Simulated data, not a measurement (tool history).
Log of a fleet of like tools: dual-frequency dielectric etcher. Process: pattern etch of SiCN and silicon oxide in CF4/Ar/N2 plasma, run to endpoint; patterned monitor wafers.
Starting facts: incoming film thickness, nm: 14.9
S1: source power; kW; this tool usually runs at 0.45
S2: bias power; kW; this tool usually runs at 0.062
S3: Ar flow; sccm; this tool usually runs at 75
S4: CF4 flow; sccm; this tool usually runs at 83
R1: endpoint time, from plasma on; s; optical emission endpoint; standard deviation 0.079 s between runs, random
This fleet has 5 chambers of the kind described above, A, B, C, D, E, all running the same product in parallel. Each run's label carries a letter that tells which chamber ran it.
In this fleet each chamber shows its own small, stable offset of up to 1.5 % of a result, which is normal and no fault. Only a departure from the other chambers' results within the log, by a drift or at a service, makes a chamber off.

run 1E day=0.325 | S1=0.45 S2=0.062 S3=75 S4=83 | R1=17.177
run 2B day=0.521 | S1=0.45 S2=0.062 S3=75 S4=83 | R1=16.894
run 3C day=0.892 | S1=0.45 S2=0.062 S3=75 S4=83 | R1=16.982
run 4A day=1.258 | S1=0.45 S2=0.062 S3=75 S4=83 | R1=16.82
run 5D day=1.621 | S1=0.45 S2=0.062 S3=75 S4=83 | R1=17.267
run 6E day=1.925 | S1=0.45 S2=0.062 S3=75 S4=83 | R1=17.154
run 7D day=2.133 | S1=0.45 S2=0.062 S3=75 S4=83 | R1=17.032
run 8A day=2.371 | S1=0.45 S2=0.062 S3=75 S4=83 | R1=16.921
run 9C day=2.746 | S1=0.45 S2=0.062 S3=75 S4=83 | R1=17.045
run 10B day=3.05 | S1=0.45 S2=0.062 S3=75 S4=83 | R1=16.863
run 11E day=3.396 | S1=0.45 S2=0.062 S3=75 S4=83 | R1=17.226
run 12B day=3.65 | S1=0.45 S2=0.062 S3=75 S4=83 | R1=16.839
run 13D day=4.05 | S1=0.45 S2=0.062 S3=75 S4=83 | R1=17.313
run 14C day=4.425 | S1=0.45 S2=0.062 S3=75 S4=103 | R1=16.627
run 15A day=4.792 | S1=0.45 S2=0.062 S3=75 S4=103 | R1=16.549
run 16B day=5.125 | S1=0.45 S2=0.062 S3=75 S4=103 | R1=16.347
run 17A day=5.333 | S1=0.45 S2=0.062 S3=75 S4=103 | R1=16.232
-- day=5.688 chamber E: wet clean of the chamber
run 18E day=5.746 | S1=0.45 S2=0.062 S3=75 S4=103 | R1=16.704
run 19C day=5.996 | S1=0.45 S2=0.062 S3=90 S4=98 | R1=17.227
run 20D day=6.379 | S1=0.45 S2=0.062 S3=90 S4=98 | R1=17.223
run 21A day=6.625 | S1=0.45 S2=0.062 S3=90 S4=98 | R1=17.001
run 22E day=7.033 | S1=0.45 S2=0.062 S3=90 S4=98 | R1=17.189
run 23B day=7.388 | S1=0.45 S2=0.062 S3=90 S4=98 | R1=16.887
run 24C day=7.683 | S1=0.45 S2=0.062 S3=75 S4=83 | R1=17.075
run 25D day=8.046 | S1=0.45 S2=0.062 S3=75 S4=83 | R1=17.157
-- day=8.196 chamber D: CF4 flow controller replaced
run 26C day=8.312 | S1=0.49 S2=0.062 S3=87 S4=83 | R1=16.211
-- day=8.629 chamber A: bias power generator calibrated
run 27B day=8.704 | S1=0.49 S2=0.062 S3=87 S4=83 | R1=15.828
-- day=8.758 chamber C: wet clean of the chamber
run 28D day=9.004 | S1=0.49 S2=0.062 S3=87 S4=83 | R1=16.255
run 29A day=9.358 | S1=0.49 S2=0.062 S3=87 S4=83 | R1=15.914
run 30E day=9.708 | S1=0.49 S2=0.062 S3=87 S4=83 | R1=16.222
run 31A day=10.129 | S1=0.45 S2=0.068 S3=75 S4=90 | R1=15.957
run 32D day=10.521 | S1=0.45 S2=0.068 S3=75 S4=90 | R1=16.448
run 33E day=10.829 | S1=0.45 S2=0.068 S3=75 S4=90 | R1=16.414
run 34B day=11.15 | S1=0.45 S2=0.068 S3=75 S4=90 | R1=16.041
-- day=11.283 chamber B: wet clean of the chamber
run 35C day=11.492 | S1=0.45 S2=0.068 S3=75 S4=90 | R1=16.449
run 36C day=11.896 | S1=0.45 S2=0.075 S3=75 S4=104 | R1=15.621
run 37E day=12.304 | S1=0.45 S2=0.075 S3=75 S4=104 | R1=15.705
run 38B day=12.721 | S1=0.45 S2=0.075 S3=75 S4=104 | R1=15.445
run 39A day=13.112 | S1=0.45 S2=0.075 S3=75 S4=104 | R1=15.272
run 40D day=13.329 | S1=0.45 S2=0.075 S3=75 S4=104 | R1=15.705
-- day=13.55 chamber B: CF4 flow controller replaced
run 41B day=13.65 | S1=0.45 S2=0.062 S3=75 S4=83 | R1=16.85
run 42A day=13.954 | S1=0.45 S2=0.062 S3=75 S4=83 | R1=16.494

The same settings go to every chamber for the next run, one line per chamber below. Forecast the results for each:
run 43A day=14.262 | S1=0.45 S2=0.077 S3=75 S4=83 | R1=?
run 43B day=14.262 | S1=0.45 S2=0.077 S3=75 S4=83 | R1=?
run 43C day=14.262 | S1=0.45 S2=0.077 S3=75 S4=83 | R1=?
run 43D day=14.262 | S1=0.45 S2=0.077 S3=75 S4=83 | R1=?
run 43E day=14.262 | S1=0.45 S2=0.077 S3=75 S4=83 | R1=?

run=43A R1=15.588
run=43B R1=15.762
run=43C R1=15.899
run=43D R1=16.076
run=43E R1=15.988

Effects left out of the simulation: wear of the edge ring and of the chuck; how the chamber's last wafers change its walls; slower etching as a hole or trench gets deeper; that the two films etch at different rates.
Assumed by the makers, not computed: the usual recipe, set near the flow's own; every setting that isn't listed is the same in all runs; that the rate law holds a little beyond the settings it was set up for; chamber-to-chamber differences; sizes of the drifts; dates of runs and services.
